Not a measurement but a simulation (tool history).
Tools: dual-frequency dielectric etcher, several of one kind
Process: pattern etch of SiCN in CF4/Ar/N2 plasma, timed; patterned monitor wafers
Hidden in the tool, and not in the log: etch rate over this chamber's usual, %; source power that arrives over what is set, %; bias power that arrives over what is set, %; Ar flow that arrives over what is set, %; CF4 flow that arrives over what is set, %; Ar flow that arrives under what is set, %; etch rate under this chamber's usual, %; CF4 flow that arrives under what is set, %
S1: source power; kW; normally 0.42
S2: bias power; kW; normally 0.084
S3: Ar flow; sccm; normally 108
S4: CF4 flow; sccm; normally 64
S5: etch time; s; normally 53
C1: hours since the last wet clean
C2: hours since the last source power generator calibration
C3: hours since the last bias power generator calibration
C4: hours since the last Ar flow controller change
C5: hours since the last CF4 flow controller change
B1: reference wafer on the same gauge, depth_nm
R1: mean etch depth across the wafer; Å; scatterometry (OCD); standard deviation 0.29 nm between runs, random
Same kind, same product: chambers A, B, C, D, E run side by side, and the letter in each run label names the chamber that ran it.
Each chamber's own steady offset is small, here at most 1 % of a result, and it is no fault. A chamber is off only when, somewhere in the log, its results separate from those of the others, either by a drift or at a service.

run 1E day=0.425 | S1=0.42 S2=0.084 S3=108 S4=64 S5=53 | C1=401.3 C2=3547.5 C3=796.7 C4=3383 C5=2143.5 | B1=46.039 | R1=440.76
run 2B day=0.85 | S1=0.42 S2=0.084 S3=108 S4=64 S5=53 | C1=125.7 C2=1308.4 C3=694.4 C4=1736 C5=3063.9 | B1=45.96 | R1=445.26
run 3C day=1.121 | S1=0.42 S2=0.084 S3=108 S4=64 S5=53 | C1=144.7 C2=604.1 C3=364.4 C4=2631.3 C5=1648.6 | B1=46.053 | R1=441.9
-- day=1.254 chamber D: Ar flow controller replaced
run 4D day=1.596 | S1=0.42 S2=0.084 S3=108 S4=64 S5=53 | C1=300.2 C2=964.3 C3=1767 C4=8.3 C5=1125.3 | B1=45.99 | R1=436.95
run 5A day=2.021 | S1=0.42 S2=0.084 S3=108 S4=64 S5=53 | C1=60.1 C2=3891.4 C3=227.6 C4=689.4 C5=1107.3 | B1=46.061 | R1=440.78
run 6A day=2.358 | S1=0.42 S2=0.084 S3=108 S4=64 S5=53 | C1=68.2 C2=3899.5 C3=235.7 C4=697.5 C5=1115.4 | B1=45.978 | R1=438.83
run 7E day=2.629 | S1=0.42 S2=0.084 S3=108 S4=64 S5=53 | C1=454.2 C2=3600.4 C3=849.6 C4=3435.9 C5=2196.4 | B1=45.932 | R1=439.56
run 8B day=3.192 | S1=0.42 S2=0.084 S3=108 S4=64 S5=53 | C1=181.9 C2=1364.6 C3=750.6 C4=1792.2 C5=3120.1 | B1=45.995 | R1=444.29
run 9D day=3.542 | S1=0.42 S2=0.084 S3=108 S4=64 S5=53 | C1=346.9 C2=1011 C3=1813.7 C4=55 C5=1172 | B1=45.993 | R1=439.88
run 10C day=3.862 | S1=0.38 S2=0.084 S3=108 S4=64 S5=53 | C1=210.5 C2=669.9 C3=430.2 C4=2697.1 C5=1714.4 | B1=46.016 | R1=407.03
run 11C day=4.371 | S1=0.38 S2=0.084 S3=108 S4=64 S5=53 | C1=222.7 C2=682.1 C3=442.4 C4=2709.3 C5=1726.6 | B1=46.052 | R1=410.08
run 12E day=4.771 | S1=0.38 S2=0.084 S3=108 S4=64 S5=53 | C1=505.6 C2=3651.8 C3=901 C4=3487.3 C5=2247.8 | B1=46.052 | R1=407.17
run 13D day=5.225 | S1=0.38 S2=0.084 S3=108 S4=64 S5=53 | C1=387.3 C2=1051.4 C3=1854.1 C4=95.4 C5=1212.4 | B1=46.021 | R1=397.64
-- day=5.379 chamber E: wet clean of the chamber
run 14A day=5.792 | S1=0.38 S2=0.084 S3=108 S4=64 S5=53 | C1=150.6 C2=3981.9 C3=318.1 C4=779.9 C5=1197.8 | B1=46.028 | R1=400.39
run 15B day=6.246 | S1=0.42 S2=0.084 S3=108 S4=64 S5=53 | C1=255.2 C2=1437.9 C3=823.9 C4=1865.5 C5=3193.4 | B1=46.057 | R1=450.96
run 16C day=6.729 | S1=0.42 S2=0.084 S3=108 S4=64 S5=53 | C1=279.3 C2=738.7 C3=499 C4=2765.9 C5=1783.2 | B1=45.975 | R1=448.33
run 17A day=7.217 | S1=0.42 S2=0.084 S3=108 S4=57 S5=53 | C1=184.8 C2=4016.1 C3=352.3 C4=814.1 C5=1232 | B1=46.016 | R1=438.2
run 18E day=7.633 | S1=0.42 S2=0.084 S3=108 S4=57 S5=53 | C1=54.1 C2=3720.5 C3=969.7 C4=3556 C5=2316.5 | B1=45.937 | R1=433.48
-- day=7.638 chamber D: bias power generator calibrated
run 19B day=7.9 | S1=0.42 S2=0.084 S3=108 S4=57 S5=53 | C1=294.9 C2=1477.6 C3=863.6 C4=1905.2 C5=3233.1 | B1=45.969 | R1=434.07
run 20D day=8.45 | S1=0.42 S2=0.084 S3=108 S4=57 S5=53 | C1=464.7 C2=1128.8 C3=19.5 C4=172.8 C5=1289.8 | B1=46.043 | R1=424.72
run 21B day=8.85 | S1=0.42 S2=0.084 S3=108 S4=57 S5=53 | C1=317.7 C2=1500.4 C3=886.4 C4=1928 C5=3255.9 | B1=45.952 | R1=444.79
run 22C day=9.246 | S1=0.42 S2=0.084 S3=108 S4=64 S5=53 | C1=339.7 C2=799.1 C3=559.4 C4=2826.3 C5=1843.6 | B1=45.981 | R1=447.33
run 23D day=9.662 | S1=0.42 S2=0.084 S3=108 S4=64 S5=53 | C1=493.8 C2=1157.9 C3=48.6 C4=201.9 C5=1318.9 | B1=45.952 | R1=434.32
run 24E day=9.958 | S1=0.42 S2=0.084 S3=108 S4=64 S5=53 | C1=109.9 C2=3776.3 C3=1025.5 C4=3611.8 C5=2372.3 | B1=45.973 | R1=437.51
run 25A day=10.221 | S1=0.42 S2=0.084 S3=108 S4=64 S5=68 | C1=256.9 C2=4088.2 C3=424.4 C4=886.2 C5=1304.1 | B1=46.042 | R1=572.27
run 26C day=10.638 | S1=0.42 S2=0.084 S3=108 S4=64 S5=68 | C1=373.1 C2=832.5 C3=592.8 C4=2859.7 C5=1877 | B1=46.05 | R1=569.39
run 27D day=11.079 | S1=0.42 S2=0.084 S3=108 S4=64 S5=68 | C1=527.8 C2=1191.9 C3=82.6 C4=235.9 C5=1352.9 | B1=45.97 | R1=544.55
run 28B day=11.538 | S1=0.42 S2=0.084 S3=108 S4=64 S5=68 | C1=382.2 C2=1564.9 C3=950.9 C4=1992.5 C5=3320.4 | B1=46.005 | R1=565.37
run 29A day=11.892 | S1=0.42 S2=0.084 S3=108 S4=64 S5=68 | C1=297 C2=4128.3 C3=464.5 C4=926.3 C5=1344.2 | B1=46.003 | R1=571.06
run 30E day=12.421 | S1=0.42 S2=0.084 S3=108 S4=64 S5=53 | C1=169 C2=3835.4 C3=1084.6 C4=3670.9 C5=2431.4 | B1=46.002 | R1=438.08
run 31D day=12.975 | S1=0.42 S2=0.084 S3=108 S4=64 S5=60.5 | C1=573.3 C2=1237.4 C3=128.1 C4=281.4 C5=1398.4 | B1=45.874 | R1=483.43
run 32C day=13.517 | S1=0.42 S2=0.084 S3=108 S4=64 S5=60.5 | C1=442.2 C2=901.6 C3=661.9 C4=2928.8 C5=1946.1 | B1=46.02 | R1=508.08
run 33E day=13.971 | S1=0.42 S2=0.084 S3=108 S4=64 S5=60.5 | C1=206.2 C2=3872.6 C3=1121.8 C4=3708.1 C5=2468.6 | B1=45.981 | R1=494.83
run 34B day=14.367 | S1=0.42 S2=0.084 S3=108 S4=64 S5=60.5 | C1=450.1 C2=1632.8 C3=1018.8 C4=2060.4 C5=3388.3 | B1=45.991 | R1=507.43
run 35A day=14.638 | S1=0.42 S2=0.084 S3=108 S4=64 S5=60.5 | C1=362.9 C2=4194.2 C3=530.4 C4=992.2 C5=1410.1 | B1=45.982 | R1=511.03
run 36C day=15.038 | S1=0.42 S2=0.084 S3=108 S4=64 S5=53 | C1=478.7 C2=938.1 C3=698.4 C4=2965.3 C5=1982.6 | B1=45.957 | R1=443.62
run 37D day=15.388 | S1=0.5 S2=0.084 S3=108 S4=64 S5=53 | C1=631.2 C2=1295.3 C3=186 C4=339.3 C5=1456.3 | B1=46.03 | R1=488.46
run 38B day=15.754 | S1=0.5 S2=0.084 S3=108 S4=64 S5=53 | C1=483.4 C2=1666.1 C3=1052.1 C4=2093.7 C5=3421.6 | B1=46.053 | R1=517.79
run 39E day=16.158 | S1=0.5 S2=0.084 S3=108 S4=64 S5=53 | C1=258.7 C2=3925.1 C3=1174.3 C4=3760.6 C5=2521.1 | B1=45.951 | R1=509.92
run 40A day=16.496 | S1=0.5 S2=0.084 S3=108 S4=64 S5=53 | C1=407.5 C2=4238.8 C3=575 C4=1036.8 C5=1454.7 | B1=45.874 | R1=515.1

Each of the 5 chambers runs these same settings next. Fill in every chamber's results:
run 41A day=16.904 | S1=0.42 S2=0.084 S3=108 S4=64 S5=53 | R1=?
run 41B day=16.904 | S1=0.42 S2=0.084 S3=108 S4=64 S5=53 | R1=?
run 41C day=16.904 | S1=0.42 S2=0.084 S3=108 S4=64 S5=53 | R1=?
run 41D day=16.904 | S1=0.42 S2=0.084 S3=108 S4=64 S5=53 | R1=?
run 41E day=16.904 | S1=0.42 S2=0.084 S3=108 S4=64 S5=53 | R1=?

run=41A R1=443.75
run=41B R1=446.61
run=41C R1=441.94
run=41D R1=414.95
run=41E R1=440.35
